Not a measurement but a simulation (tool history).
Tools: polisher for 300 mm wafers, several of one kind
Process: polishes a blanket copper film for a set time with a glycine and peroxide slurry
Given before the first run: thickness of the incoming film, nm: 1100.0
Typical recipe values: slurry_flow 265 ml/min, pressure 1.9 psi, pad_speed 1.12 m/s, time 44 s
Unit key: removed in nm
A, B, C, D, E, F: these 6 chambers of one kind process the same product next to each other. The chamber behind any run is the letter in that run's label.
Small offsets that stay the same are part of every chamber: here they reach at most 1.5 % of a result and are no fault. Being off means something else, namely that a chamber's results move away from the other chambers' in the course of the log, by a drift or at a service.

run,hour,slurry_flow,pressure,pad_speed,time,removed
1B,2.4,265,1.9,1.12,44,196.49
# hour 6.5: chamber B: worn pad replaced by a new one
2A,6.8,265,1.9,1.12,44,201.11
# hour 7.1: chamber F: worn pad replaced by a new one
3D,9.6,265,1.9,1.12,44,200.43
4C,14.6,265,1.9,1.12,44,197.48
# hour 16.2: chamber A: slurry nozzle cleaned
# hour 18.1: chamber C: worn pad replaced by a new one
5E,19.7,265,1.9,1.12,44,202.56
6F,24.2,265,1.9,1.12,30,136.92
7D,27.9,265,1.9,1.12,30,134.34
# hour 31.5: chamber E: worn pad replaced by a new one
8F,32.5,265,1.9,1.12,30,134.16
9B,36.8,265,1.9,1.12,30,136.38
10E,39.5,265,1.9,1.12,30,135.68
# hour 44.7: chamber A: worn pad replaced by a new one
11A,45.1,265,1.9,1.12,30,138.21
# hour 46.2: chamber F: head pressure recalibrated
# hour 49.0: chamber B: worn pad replaced by a new one
12C,50.3,265,1.9,1.12,44,200.11
# hour 52.8: chamber D: worn pad replaced by a new one
13D,55.6,265,1.9,1.12,44,198.05
# hour 58.6: chamber B: slurry nozzle cleaned
14B,59.0,265,1.9,1.12,44,201.07
# hour 62.3: chamber F: slurry nozzle cleaned
15C,63.7,265,1.9,1.12,44,198.57
16A,68.4,265,1.9,1.12,44,204.33
17F,72.9,265,1.4,1.12,44,157.63
18E,76.0,265,1.4,1.12,44,161.41
# hour 76.8: chamber D: slurry nozzle cleaned
19E,81.0,265,1.4,1.12,44,161.10
20B,83.7,265,1.4,1.12,44,158.01
# hour 86.1: chamber E: worn pad replaced by a new one
21F,87.6,265,1.4,1.12,44,159.90
# hour 89.4: chamber B: worn pad replaced by a new one
22C,93.1,265,1.4,1.12,44,155.40
23D,96.8,265,1.9,1.12,44,200.24
24A,100.1,265,1.9,1.12,44,198.91
25F,103.6,265,1.9,1.12,44,201.74
26E,109.0,265,1.9,1.12,44,200.87
27B,114.6,265,1.9,1.12,44,199.63
28A,120.2,265,1.9,1.12,44,200.57
29D,122.7,265,1.4,1.12,33,118.20
30C,125.3,265,1.4,1.12,33,115.58
31E,130.4,265,1.4,1.12,33,120.31
# hour 132.5: chamber F: worn pad replaced by a new one
32B,134.0,265,1.4,1.12,33,117.77
# hour 135.0: chamber B: worn pad replaced by a new one
33A,136.5,265,1.4,1.12,33,119.87
# hour 139.0: chamber E: worn pad replaced by a new one
34C,140.4,265,1.4,1.12,33,114.25
# hour 143.5: chamber C: worn pad replaced by a new one
35F,145.4,265,1.9,1.12,44,202.67
36D,149.6,265,1.9,1.12,44,203.33
37E,153.4,265,1.9,1.12,44,204.77
# hour 156.3: chamber A: worn pad replaced by a new one
38A,156.6,265,1.9,1.12,44,204.74
39F,159.3,265,1.9,1.12,44,200.98
40D,162.9,265,1.9,1.12,44,199.28
41B,166.6,265,1.9,1.12,44,197.25
42C,170.6,265,1.9,1.12,44,187.20

Decide between three cases: one chamber stands off from its peers, the gauge reading all wafers drifts, or nothing is wrong past each chamber's small offset. Where a chamber is off, say which and what most likely put it there.

Chamber C drifts away from the others.
What lies behind it: head's pressure below its setpoint, % = 7.17.
The log might look much the same if the cause were instead: slurry flow missing at the pad, %.

Here are 4 candidates for chamber C's next run, each the usual settings with a change, their results left as question marks. Which one brings its results back in line with what the others give on the usual settings?
In-line tolerance around the mean of the other chambers on the usual settings: removed 5.90 nm
43C-1,174.6,265,1.9,0.94,44,?
43C-2,174.6,265,2.0,1.12,45,?
43C-3,174.6,265,2.0,1.18,47,?
43C-4,174.6,265,1.9,1.08,42,?

The mean the other chambers reach with the usual settings: removed 200.19 nm
run,removed
43C-1,163.81
43C-2,199.31
43C-3,216.98
43C-4,173.81
The right change is 43C-2: it brings the chamber back within the allowed miss of the others.
